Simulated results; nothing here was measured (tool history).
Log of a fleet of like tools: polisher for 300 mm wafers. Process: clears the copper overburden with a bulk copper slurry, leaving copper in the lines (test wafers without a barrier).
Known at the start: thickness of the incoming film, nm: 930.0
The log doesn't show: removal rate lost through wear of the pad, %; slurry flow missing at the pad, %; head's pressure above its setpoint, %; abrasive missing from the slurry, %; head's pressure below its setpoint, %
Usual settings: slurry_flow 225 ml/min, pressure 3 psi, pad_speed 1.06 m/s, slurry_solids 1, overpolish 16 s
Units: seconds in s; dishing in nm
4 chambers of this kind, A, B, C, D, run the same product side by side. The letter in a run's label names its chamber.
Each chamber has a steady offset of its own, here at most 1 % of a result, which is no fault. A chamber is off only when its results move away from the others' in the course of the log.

run	hour	slurry_flow	pressure	pad_speed	slurry_solids	overpolish	wafers polished on this pad	hours since the slurry nozzle was cleaned	hours since the head pressure was calibrated	hours since the slurry blender was calibrated	seconds	dishing
1B	11.6	225	3	1.06	1	16	300	244.6	316.6	339.4	91.469	88.671
2D	19.9	225	3	1.06	1	16	363	635.2	140.5	80.2	93.459	89.264
# hour 27.5: chamber B: slurry blender recalibrated
3A	32.3	225	3	1.06	1	16	655	328.2	77.7	249.9	95.977	85.373
# hour 33.2: chamber A: slurry blender recalibrated
# hour 43.9: chamber B: worn pad replaced by a new one
4C	43.9	225	3	1.06	1	16	1327	262.7	876.9	174.5	95.255	88.187
# hour 45.3: chamber C: slurry blender recalibrated
5A	56.4	225	3	1.06	1	16	869	352.3	101.8	23.3	93.231	89.771
# hour 59.6: chamber C: worn pad replaced by a new one
# hour 59.9: chamber A: slurry nozzle cleaned
6C	68.9	225	3	1.06	1	16	83	287.7	901.9	23.7	94.986	85.955
# hour 75.7: chamber A: worn pad replaced by a new one
7B	76	225	3	1.06	1	16	285	309	381	48.6	93.628	89.699
# hour 78.9: chamber D: worn pad replaced by a new one
8D	83.9	225	3	1.06	1	16	44	699.2	204.5	144.2	95.265	84.847
9D	89.7	225	3	1.06	1	16	96	705	210.3	150	93.409	85.405
10B	100.4	225	3	1.06	1	16	502	333.4	405.4	73	92.073	88.487
11C	108.2	225	3	1.06	0.85	6	432	327	941.2	63	93.705	40.146
# hour 109.2: chamber D: slurry nozzle cleaned
12A	116.3	225	3	1.06	0.85	6	361	56.4	161.7	83.2	98.936	39.283
# hour 120.1: chamber B: worn pad replaced by a new one
13A	121.9	225	3	1.06	0.85	6	410	62	167.3	88.8	96	40.875
# hour 123.8: chamber B: slurry nozzle cleaned
14C	129.4	225	3	1.06	0.85	6	620	348.2	962.4	84.2	97.342	39.128
15D	136.7	265	3	1.06	1	9	513	27.6	257.3	197	92.256	59.032
16B	144.4	265	3	1.06	1	9	216	20.6	449.4	117	91.915	57.65
17D	150.5	265	3	1.06	1	9	636	41.4	271.1	210.8	93.515	57.711
18C	160.9	265	3	1.06	1	9	900	379.7	993.9	115.7	90.555	57.405
19A	173.4	225	3	1.06	1	16	868	113.5	218.8	140.3	92.391	82.954
20B	180.1	225	3	1.06	1	16	533	56.3	485.1	152.7	90.959	85.45
# hour 185.4: chamber D: worn pad replaced by a new one
# hour 188.6: chamber B: worn pad replaced by a new one
21D	189.7	225	3	1.06	1	16	38	80.6	310.3	250	95.994	86.531
22C	198.6	225	3	1.06	1	16	1234	417.4	1031.6	153.4	95.246	86.032
# hour 199.1: chamber A: worn pad replaced by a new one
# hour 203.9: chamber C: worn pad replaced by a new one
23A	206.6	225	2.7	1.06	1	16	66	146.7	252	173.5	102.78	80.231
# hour 214.9: chamber C: slurry blender recalibrated
24B	215.8	225	2.7	1.06	1	16	242	92	520.8	188.4	104.24	79.624
25C	227	225	2.7	1.06	1	16	205	445.8	1060	12.2	102.61	78.608
26A	233.3	225	2.7	1.06	1	16	303	173.4	278.7	200.2	102.04	75.613
27D	241.5	225	3	1.06	1	16	498	132.4	362.1	301.8	96.303	86.851
# hour 244.8: chamber A: slurry blender recalibrated
28B	252.8	225	3	1.06	1	16	571	129	557.8	225.4	94.218	87.149
# hour 258.2: chamber B: worn pad replaced by a new one
29B	263.6	225	3	1.06	1	16	48	139.8	568.6	236.2	93.159	88.02
30A	269.2	225	3	1.06	1	16	622	209.3	314.6	24.4	90.452	85.178
# hour 274.4: chamber D: worn pad replaced by a new one
31C	279.7	225	3	1.06	1	16	673	498.5	1112.7	64.9	92.072	87.587
# hour 283.8: chamber C: head pressure recalibrated
32D	285.6	290	3	0.9	1	16	100	176.5	406.2	345.9	114.9	75.894
33A	291.3	290	3	0.9	1	16	819	231.4	336.7	46.5	106.21	78.594
34C	302.2	290	3	0.9	1	16	872	521	18.4	87.4	106.68	81.635
35B	309.6	290	3	0.9	1	16	457	185.8	614.6	282.2	107.32	79.811
36D	321.9	225	3	1.06	1	16	422	212.8	442.5	382.2	100.86	83.87
37D	333.5	225	3	1.06	1	16	525	224.4	454.1	393.8	100.42	81.9

All 4 chambers run these settings next. Forecast each chamber's results:
38A	342.6	225	3	1.06	1	16					?	?
38B	342.6	225	3	1.06	1	16					?	?
38C	342.6	225	3	1.06	1	16					?	?
38D	342.6	225	3	1.06	1	16					?	?

run	seconds	dishing
38A	94.995	86.179
38B	93.278	87.726
38C	93.927	83.912
38D	101.77	83.342
